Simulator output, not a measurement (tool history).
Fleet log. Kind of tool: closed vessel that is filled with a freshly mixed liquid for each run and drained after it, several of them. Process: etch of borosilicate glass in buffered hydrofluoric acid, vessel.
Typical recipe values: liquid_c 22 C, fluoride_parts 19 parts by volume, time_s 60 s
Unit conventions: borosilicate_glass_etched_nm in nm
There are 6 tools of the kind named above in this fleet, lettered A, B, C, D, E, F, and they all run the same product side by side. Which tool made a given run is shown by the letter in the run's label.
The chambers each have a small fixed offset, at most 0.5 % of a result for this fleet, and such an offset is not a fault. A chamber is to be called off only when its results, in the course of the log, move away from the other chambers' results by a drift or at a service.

run   hour  liquid_c  fluoride_parts  time_s  hours since the thermometer was replaced  hours since the hydrofluoric acid flow meter was replaced  read-back film thickness of the borosilicate glass reference wafer, read on the same gauge (nm)  borosilicate_glass_etched_nm
 1E    5.2        22              19      60                                     800.8                                                     1328.4                                                                                           139.96                        35.551
 2C   12.2        22              19      60                                      1505                                                       36.1                                                                                           140.05                        35.452
 3A   21.5        22              19      60                                     367.8                                                      308.7                                                                                           139.99                        36.065
        27  -- chamber E: hydrofluoric acid flow meter replaced
 4D   29.6        22              19      60                                      52.1                                                      917.9                                                                                           139.97                        35.306
 5F   39.5        22              19      60                                     476.3                                                     1388.6                                                                                              140                         35.72
 6B   44.8        22              19      60                                     794.7                                                      179.3                                                                                           139.99                        34.996
 7A   55.2      18.5              13      60                                     401.5                                                      342.4                                                                                           139.98                        42.807
 8F   62.3      18.5              13      60                                     499.1                                                     1411.4                                                                                           139.99                        42.618
 9C   69.2      18.5              13      60                                      1562                                                       93.1                                                                                           139.98                        43.337
10D   74.3      18.5              13      60                                      96.8                                                      962.6                                                                                           140.01                        43.668
11E   84.8      18.5              13      60                                     880.4                                                       57.9                                                                                           140.01                        41.949
12B   95.5      18.5              13      60                                     845.4                                                        230                                                                                           140.01                        41.874
13B  103.2        22              19      60                                     853.1                                                      237.7                                                                                           140.03                        34.408
14E  110.2        22              19      60                                     905.8                                                       83.3                                                                                           140.01                        35.204
15F  115.1        22            23.5      80                                     551.9                                                     1464.2                                                                                           139.97                        40.107
16A    122        22            23.5      80                                     468.3                                                      409.2                                                                                           139.98                        40.469
17C  130.4        22            23.5      80                                    1623.2                                                      154.3                                                                                           140.03                        40.513
18D  135.8        22            23.5      80                                     158.3                                                     1024.1                                                                                           139.98                        40.044
19E  144.9        22            23.5      80                                     940.5                                                        118                                                                                              140                        40.854
20C  150.8        22            23.5      80                                    1643.6                                                      174.7                                                                                           139.99                        41.064
21F  160.8        22              19      60                                     597.6                                                     1509.9                                                                                           139.97                        35.101
22D  167.1        22              19      60                                     189.6                                                     1055.4                                                                                           139.99                         35.93
23B  175.7        22              19      60                                     925.6                                                      310.2                                                                                           140.01                        33.675
24A    183        22              19      60                                     529.3                                                      470.2                                                                                              140                        35.845
25C  191.1        22              19      60                                    1683.9                                                        215                                                                                              140                        34.937
26D  202.1        22              19      60                                     224.6                                                     1090.4                                                                                           139.97                        35.564
27E  211.9        22              19      60                                    1007.5                                                        185                                                                                           139.96                        35.464
28B  217.7        22              19      50                                     967.6                                                      352.2                                                                                           139.98                        27.736
29A  226.7        22              19      50                                       573                                                      513.9                                                                                              140                        29.631
30F  233.9        22              19      50                                     670.7                                                       1583                                                                                           139.97                         29.78
31A  242.9        22              19      50                                     589.2                                                      530.1                                                                                           140.04                        29.771
32B    253        22              19      50                                    1002.9                                                      387.5                                                                                           139.97                        27.397
33C  262.2        22              19      50                                      1755                                                      286.1                                                                                           140.01                        29.732
34E    271        22              19      60                                    1066.6                                                      244.1                                                                                           139.99                        35.512
35F  276.4        22              19      40                                     713.2                                                     1625.5                                                                                           140.02                        23.896
36D  281.7        22              19      40                                     304.2                                                       1170                                                                                           139.99                        23.668
37D  289.3        22              19      40                                     311.8                                                     1177.6                                                                                           139.97                        23.825
38B  300.1        22              19      40                                      1050                                                      434.6                                                                                           140.04                        21.753

Predict what each chamber gives when all 6 of them run the settings below next.
39A  308.2        22              19      60                                                                                                                                                                                                                                   ?
39B  308.2        22              19      60                                                                                                                                                                                                                                   ?
39C  308.2        22              19      60                                                                                                                                                                                                                                   ?
39D  308.2        22              19      60                                                                                                                                                                                                                                   ?
39E  308.2        22              19      60                                                                                                                                                                                                                                   ?
39F  308.2        22              19      60                                                                                                                                                                                                                                   ?

run  borosilicate_glass_etched_nm
39A                        35.688
39B                        32.486
39C                        35.105
39D                        35.498
39E                        35.386
39F                        35.563

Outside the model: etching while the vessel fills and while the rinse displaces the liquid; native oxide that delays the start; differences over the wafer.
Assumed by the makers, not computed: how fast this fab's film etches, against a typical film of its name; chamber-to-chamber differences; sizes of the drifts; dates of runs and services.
